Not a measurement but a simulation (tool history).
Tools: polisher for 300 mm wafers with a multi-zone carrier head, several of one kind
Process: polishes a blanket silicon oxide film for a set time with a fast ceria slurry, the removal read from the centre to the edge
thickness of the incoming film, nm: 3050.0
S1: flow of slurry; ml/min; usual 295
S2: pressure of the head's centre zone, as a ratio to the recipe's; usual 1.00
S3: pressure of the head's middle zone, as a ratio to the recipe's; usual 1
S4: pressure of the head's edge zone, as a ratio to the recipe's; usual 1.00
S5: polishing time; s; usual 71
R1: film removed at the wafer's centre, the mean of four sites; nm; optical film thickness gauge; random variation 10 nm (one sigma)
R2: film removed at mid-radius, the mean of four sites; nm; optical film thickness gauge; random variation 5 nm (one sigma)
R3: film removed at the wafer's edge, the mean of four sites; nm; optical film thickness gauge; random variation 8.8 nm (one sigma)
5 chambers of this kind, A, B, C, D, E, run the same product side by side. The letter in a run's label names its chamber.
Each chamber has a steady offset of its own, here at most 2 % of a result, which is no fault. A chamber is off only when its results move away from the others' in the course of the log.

Run 1D, hour 5.9: usual settings. Result: R1 832.78 nm, R2 822.15 nm, R3 839.44 nm.
At hour 6.8: chamber D: edge zone pressure recalibrated.
Run 2E, hour 13.8: usual settings. Result: R1 839.01 nm, R2 827.28 nm, R3 838.93 nm.
Run 3B, hour 19.6: usual settings. Result: R1 828.78 nm, R2 830.87 nm, R3 818.37 nm.
At hour 21.7: chamber B: worn pad replaced by a new one.
Run 4C, hour 25.6: usual settings. Result: R1 843.38 nm, R2 843.41 nm, R3 822.84 nm.
Run 5A, hour 32.0: usual settings. Result: R1 832.60 nm, R2 839.09 nm, R3 820.00 nm.
Run 6B, hour 37.2: usual settings. Result: R1 822.06 nm, R2 829.54 nm, R3 821.03 nm.
At hour 46.3: chamber A: worn pad replaced by a new one.
Run 7E, hour 46.3: usual settings. Result: R1 836.49 nm, R2 836.08 nm, R3 837.35 nm.
Run 8D, hour 53.5: usual settings. Result: R1 830.47 nm, R2 807.67 nm, R3 836.19 nm.
Run 9A, hour 62.7: usual settings but S1 205 ml/min, S4 0.96. Result: R1 781.06 nm, R2 794.90 nm, R3 784.80 nm.
Run 10C, hour 67.2: usual settings but S1 205 ml/min, S4 0.96. Result: R1 779.38 nm, R2 802.95 nm, R3 781.98 nm.
At hour 71.0: chamber D: worn pad replaced by a new one.
Run 11B, hour 75.9: usual settings but S1 205 ml/min, S4 0.96. Result: R1 795.59 nm, R2 791.08 nm, R3 783.64 nm.
At hour 76.3: chamber C: worn pad replaced by a new one.
At hour 76.5: chamber E: worn pad replaced by a new one.
Run 12E, hour 80.9: usual settings but S1 205 ml/min, S4 0.96. Result: R1 796.28 nm, R2 795.54 nm, R3 768.36 nm.
Run 13A, hour 85.2: usual settings but S1 205 ml/min, S4 0.96. Result: R1 779.32 nm, R2 796.82 nm, R3 798.28 nm.
At hour 92.9: chamber C: slurry nozzle cleaned.
At hour 93.1: chamber C: centre zone pressure recalibrated.
Run 14D, hour 94.4: usual settings. Result: R1 844.98 nm, R2 820.19 nm, R3 830.92 nm.
Run 15C, hour 101.5: usual settings. Result: R1 822.96 nm, R2 841.80 nm, R3 829.06 nm.
At hour 105.8: chamber B: worn pad replaced by a new one.
Run 16D, hour 106.9: usual settings. Result: R1 813.11 nm, R2 820.89 nm, R3 848.16 nm.
At hour 113.2: chamber A: worn pad replaced by a new one.
Run 17A, hour 114.3: usual settings but S2 1.06. Result: R1 889.49 nm, R2 842.81 nm, R3 835.00 nm.
Run 18B, hour 121.1: usual settings but S2 1.06. Result: R1 911.18 nm, R2 832.52 nm, R3 832.33 nm.
Run 19E, hour 128.8: usual settings but S2 1.06. Result: R1 896.41 nm, R2 825.65 nm, R3 809.19 nm.
Run 20C, hour 133.9: usual settings but S2 1.06. Result: R1 861.32 nm, R2 839.28 nm, R3 823.27 nm.
Run 21B, hour 140.3: usual settings but S2 1.06. Result: R1 909.64 nm, R2 835.06 nm, R3 843.55 nm.
Run 22A, hour 149.0: usual settings. Result: R1 835.90 nm, R2 846.70 nm, R3 828.15 nm.
Run 23D, hour 154.7: usual settings. Result: R1 820.90 nm, R2 821.26 nm, R3 830.34 nm.
Run 24C, hour 160.5: usual settings. Result: R1 829.85 nm, R2 837.25 nm, R3 825.94 nm.
At hour 163.1: chamber D: worn pad replaced by a new one.
At hour 164.7: chamber E: centre zone pressure recalibrated.
Run 25E, hour 166.4: usual settings. Result: R1 834.95 nm, R2 833.85 nm, R3 815.02 nm.
At hour 172.0: chamber C: edge zone pressure recalibrated.
Run 26A, hour 172.1: usual settings. Result: R1 849.87 nm, R2 825.91 nm, R3 846.83 nm.
Run 27B, hour 178.5: usual settings. Result: R1 836.29 nm, R2 832.31 nm, R3 828.02 nm.
At hour 179.4: chamber A: worn pad replaced by a new one.
At hour 184.8: chamber B: worn pad replaced by a new one.
Run 28D, hour 186.9: usual settings. Result: R1 832.37 nm, R2 808.49 nm, R3 829.37 nm.
At hour 189.8: chamber E: worn pad replaced by a new one.
Run 29E, hour 194.9: usual settings. Result: R1 830.15 nm, R2 829.93 nm, R3 842.39 nm.
Run 30C, hour 202.1: usual settings. Result: R1 821.54 nm, R2 839.34 nm, R3 813.21 nm.
Run 31A, hour 210.9: usual settings. Result: R1 844.61 nm, R2 836.11 nm, R3 822.56 nm.
At hour 217.9: chamber C: worn pad replaced by a new one.
Run 32C, hour 218.5: usual settings. Result: R1 815.25 nm, R2 841.86 nm, R3 828.13 nm.
Run 33D, hour 224.0: usual settings but S4 0.91. Result: R1 820.27 nm, R2 823.08 nm, R3 805.41 nm.
Run 34E, hour 229.7: usual settings but S4 0.91. Result: R1 830.59 nm, R2 833.68 nm, R3 794.85 nm.
Run 35B, hour 235.8: usual settings but S4 0.91. Result: R1 855.92 nm, R2 822.90 nm, R3 780.53 nm.
Run 36B, hour 240.3: usual settings but S4 0.91. Result: R1 833.96 nm, R2 827.52 nm, R3 771.39 nm.
Run 37C, hour 249.0: usual settings but S4 0.91. Result: R1 822.25 nm, R2 839.95 nm, R3 794.45 nm.
At hour 252.2: chamber A: worn pad replaced by a new one.
Run 38A, hour 254.0: usual settings. Result: R1 843.91 nm, R2 836.40 nm, R3 824.38 nm.

What goes on in this fleet: one chamber off, a drifting gauge, or nothing beyond the chambers' own small offsets? Name the chamber and the cause, if any.

No chamber stands off beyond its own small offset, and the gauge holds steady.
